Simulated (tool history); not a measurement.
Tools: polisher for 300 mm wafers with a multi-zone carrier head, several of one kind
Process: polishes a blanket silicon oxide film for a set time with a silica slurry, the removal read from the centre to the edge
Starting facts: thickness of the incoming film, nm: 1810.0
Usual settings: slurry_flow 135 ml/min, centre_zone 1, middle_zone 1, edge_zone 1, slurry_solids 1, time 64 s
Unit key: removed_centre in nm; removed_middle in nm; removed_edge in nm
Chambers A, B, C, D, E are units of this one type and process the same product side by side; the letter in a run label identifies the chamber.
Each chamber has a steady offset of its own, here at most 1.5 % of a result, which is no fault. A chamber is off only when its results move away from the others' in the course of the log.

-- day=0.067 chamber B: worn pad replaced by a new one
-- day=0.112 chamber E: worn pad replaced by a new one
run 1A day=0.167 | slurry_flow=135 centre_zone=1 middle_zone=1 edge_zone=1 slurry_solids=1 time=64 | removed_centre=246.63 removed_middle=241.85 removed_edge=248.82
-- day=0.358 chamber D: worn pad replaced by a new one
run 2C day=0.358 | slurry_flow=135 centre_zone=1 middle_zone=1 edge_zone=1 slurry_solids=1 time=64 | removed_centre=243.95 removed_middle=249.21 removed_edge=250.77
run 3D day=0.508 | slurry_flow=135 centre_zone=1 middle_zone=1 edge_zone=1 slurry_solids=1 time=64 | removed_centre=247.09 removed_middle=247.41 removed_edge=251.33
-- day=0.708 chamber D: edge zone pressure recalibrated
run 4B day=0.712 | slurry_flow=135 centre_zone=1 middle_zone=1 edge_zone=1 slurry_solids=1 time=64 | removed_centre=241.75 removed_middle=241.28 removed_edge=243.01
run 5E day=0.954 | slurry_flow=135 centre_zone=1 middle_zone=1 edge_zone=1 slurry_solids=1 time=64 | removed_centre=248.46 removed_middle=244.98 removed_edge=248.29
-- day=1.038 chamber A: worn pad replaced by a new one
run 6E day=1.129 | slurry_flow=135 centre_zone=1 middle_zone=1 edge_zone=1 slurry_solids=1 time=64 | removed_centre=251.06 removed_middle=244.97 removed_edge=245.13
run 7C day=1.3 | slurry_flow=135 centre_zone=1 middle_zone=1 edge_zone=1 slurry_solids=1 time=64 | removed_centre=247.97 removed_middle=250.41 removed_edge=249.58
-- day=1.442 chamber C: worn pad replaced by a new one
run 8D day=1.508 | slurry_flow=135 centre_zone=1 middle_zone=1 edge_zone=1 slurry_solids=1 time=64 | removed_centre=248.22 removed_middle=249.77 removed_edge=243.79
run 9A day=1.617 | slurry_flow=135 centre_zone=1 middle_zone=1 edge_zone=1 slurry_solids=1 time=64 | removed_centre=250.29 removed_middle=243.82 removed_edge=242.51
run 10B day=1.821 | slurry_flow=135 centre_zone=1 middle_zone=1 edge_zone=1 slurry_solids=1 time=64 | removed_centre=248.28 removed_middle=249.96 removed_edge=251.07
-- day=1.921 chamber D: centre zone pressure recalibrated
run 11B day=2.012 | slurry_flow=135 centre_zone=1 middle_zone=1 edge_zone=1 slurry_solids=1 time=64 | removed_centre=246.28 removed_middle=246.1 removed_edge=245.87
-- day=2.092 chamber A: slurry nozzle cleaned
run 12E day=2.217 | slurry_flow=135 centre_zone=1 middle_zone=1 edge_zone=1 slurry_solids=1 time=64 | removed_centre=243.56 removed_middle=242.42 removed_edge=243.66
run 13C day=2.358 | slurry_flow=135 centre_zone=1 middle_zone=1 edge_zone=1 slurry_solids=1 time=64 | removed_centre=248.55 removed_middle=243.51 removed_edge=251.43
run 14D day=2.496 | slurry_flow=135 centre_zone=1 middle_zone=1 edge_zone=1 slurry_solids=1 time=64 | removed_centre=241.66 removed_middle=245.61 removed_edge=244.4
run 15A day=2.604 | slurry_flow=135 centre_zone=1 middle_zone=1.08 edge_zone=1 slurry_solids=1.1 time=64 | removed_centre=247.29 removed_middle=280.22 removed_edge=257.02
run 16D day=2.838 | slurry_flow=135 centre_zone=1 middle_zone=1.08 edge_zone=1 slurry_solids=1.1 time=64 | removed_centre=259.59 removed_middle=278.47 removed_edge=258.01
run 17A day=2.971 | slurry_flow=135 centre_zone=1 middle_zone=1.08 edge_zone=1 slurry_solids=1.1 time=64 | removed_centre=247.2 removed_middle=273.6 removed_edge=258
-- day=3.15 chamber C: slurry nozzle cleaned
run 18E day=3.171 | slurry_flow=135 centre_zone=1 middle_zone=1.08 edge_zone=1 slurry_solids=1.1 time=64 | removed_centre=256.35 removed_middle=278.79 removed_edge=249.62
run 19C day=3.275 | slurry_flow=135 centre_zone=1 middle_zone=1.08 edge_zone=1 slurry_solids=1.1 time=64 | removed_centre=259.99 removed_middle=278.47 removed_edge=257.16
run 20B day=3.483 | slurry_flow=135 centre_zone=1 middle_zone=1 edge_zone=1 slurry_solids=1 time=64 | removed_centre=249.94 removed_middle=243.49 removed_edge=245.68
run 21C day=3.646 | slurry_flow=135 centre_zone=1 middle_zone=1.05 edge_zone=1 slurry_solids=1 time=79 | removed_centre=304.39 removed_middle=315.98 removed_edge=308.5
run 22A day=3.867 | slurry_flow=135 centre_zone=1 middle_zone=1.05 edge_zone=1 slurry_solids=1 time=79 | removed_centre=289.32 removed_middle=316.46 removed_edge=299.56
run 23B day=4.017 | slurry_flow=135 centre_zone=1 middle_zone=1.05 edge_zone=1 slurry_solids=1 time=79 | removed_centre=304.83 removed_middle=315.62 removed_edge=302.12
run 24E day=4.162 | slurry_flow=135 centre_zone=1 middle_zone=1.05 edge_zone=1 slurry_solids=1 time=79 | removed_centre=303.38 removed_middle=316.08 removed_edge=304.66
run 25D day=4.367 | slurry_flow=135 centre_zone=1 middle_zone=1.05 edge_zone=1 slurry_solids=1 time=79 | removed_centre=311.46 removed_middle=311.63 removed_edge=298.34
-- day=4.496 chamber E: worn pad replaced by a new one
-- day=4.521 chamber E: edge zone pressure recalibrated
run 26E day=4.575 | slurry_flow=135 centre_zone=1 middle_zone=1 edge_zone=1 slurry_solids=1 time=64 | removed_centre=247.32 removed_middle=246.53 removed_edge=240.33
run 27B day=4.729 | slurry_flow=135 centre_zone=1 middle_zone=1 edge_zone=1 slurry_solids=1 time=64 | removed_centre=249.7 removed_middle=243.33 removed_edge=253.1
run 28A day=4.908 | slurry_flow=135 centre_zone=1 middle_zone=1 edge_zone=1 slurry_solids=1 time=64 | removed_centre=229.02 removed_middle=242.33 removed_edge=243.52
run 29C day=5.042 | slurry_flow=135 centre_zone=1 middle_zone=1 edge_zone=1 slurry_solids=1 time=64 | removed_centre=244.04 removed_middle=243.64 removed_edge=254.13
run 30D day=5.25 | slurry_flow=135 centre_zone=1 middle_zone=1 edge_zone=1 slurry_solids=1 time=64 | removed_centre=245.34 removed_middle=246.76 removed_edge=249.05
run 31E day=5.483 | slurry_flow=135 centre_zone=1 middle_zone=1 edge_zone=1 slurry_solids=1 time=64 | removed_centre=246.35 removed_middle=242.46 removed_edge=250.58
-- day=5.608 chamber B: slurry nozzle cleaned
run 32B day=5.675 | slurry_flow=135 centre_zone=1 middle_zone=1 edge_zone=1 slurry_solids=1 time=64 | removed_centre=244.82 removed_middle=247.66 removed_edge=241.78
run 33C day=5.883 | slurry_flow=135 centre_zone=1 middle_zone=1 edge_zone=1 slurry_solids=1 time=64 | removed_centre=249.47 removed_middle=249.1 removed_edge=248.8
run 34A day=5.992 | slurry_flow=135 centre_zone=1 middle_zone=1 edge_zone=1 slurry_solids=1 time=64 | removed_centre=221.8 removed_middle=250.05 removed_edge=252.09
run 35D day=6.229 | slurry_flow=135 centre_zone=1 middle_zone=1 edge_zone=1 slurry_solids=1 time=64 | removed_centre=249.63 removed_middle=248.1 removed_edge=248.09
run 36E day=6.367 | slurry_flow=135 centre_zone=1 middle_zone=1 edge_zone=1 slurry_solids=1 time=64 | removed_centre=252.92 removed_middle=249.24 removed_edge=248.04
run 37C day=6.579 | slurry_flow=135 centre_zone=1 middle_zone=1 edge_zone=1 slurry_solids=1 time=64 | removed_centre=245.73 removed_middle=250.24 removed_edge=247.61
run 38A day=6.738 | slurry_flow=135 centre_zone=1 middle_zone=1 edge_zone=1 slurry_solids=1 time=64 | removed_centre=223.63 removed_middle=246.35 removed_edge=250.04
run 39D day=6.867 | slurry_flow=135 centre_zone=1 middle_zone=1 edge_zone=1 slurry_solids=1 time=64 | removed_centre=246.47 removed_middle=247.83 removed_edge=245.03
run 40B day=7.058 | slurry_flow=135 centre_zone=1 middle_zone=1 edge_zone=1 slurry_solids=1 time=64 | removed_centre=249.98 removed_middle=246.66 removed_edge=245.28
run 41D day=7.267 | slurry_flow=150 centre_zone=1 middle_zone=1 edge_zone=1 slurry_solids=1 time=64 | removed_centre=248.24 removed_middle=255.78 removed_edge=247.06

Which is it: a chamber that has drifted or been left off by a service, a gauge drift common to all chambers, or only each chamber's usual small offset? If a chamber is off, name it and its likeliest cause.

Chamber A drifts away from the others.
Likeliest cause: centre zone's pressure below its setpoint, % = 11.9.

Below are 4 candidate recipes for chamber A's next run, each the usual settings with a change, their results shown as question marks. Which of them brings A's results back in line with what the other chambers give on the usual settings?
To be in line, a result may differ from the other chambers' mean on the usual settings by at most: removed_centre 10 nm; removed_middle 10 nm; removed_edge 13 nm
run 42A-1 day=7.442 | slurry_flow=130 centre_zone=0.9 middle_zone=1.03 edge_zone=1.03 slurry_solids=1 time=63 | removed_centre=? removed_middle=? removed_edge=?
run 42A-2 day=7.442 | slurry_flow=140 centre_zone=1.1 middle_zone=0.97 edge_zone=0.97 slurry_solids=1 time=65 | removed_centre=? removed_middle=? removed_edge=?
run 42A-3 day=7.442 | slurry_flow=135 centre_zone=1.03 middle_zone=0.99 edge_zone=0.99 slurry_solids=1 time=64 | removed_centre=? removed_middle=? removed_edge=?
run 42A-4 day=7.442 | slurry_flow=135 centre_zone=0.97 middle_zone=1.01 edge_zone=1.01 slurry_solids=1 time=64 | removed_centre=? removed_middle=? removed_edge=?

The other chambers' mean on the usual settings: removed_centre 247.41 nm; removed_middle 246.5 nm; removed_edge 246.87 nm
run=42A-1 removed_centre=185.83 removed_middle=249.78 removed_edge=245.35
run=42A-2 removed_centre=243.81 removed_middle=247.29 removed_edge=248.24
run=42A-3 removed_centre=221.4 removed_middle=246.38 removed_edge=245.64
run=42A-4 removed_centre=207.15 removed_middle=251.08 removed_edge=248.16
42A-2 puts the chamber back in line with the other chambers.
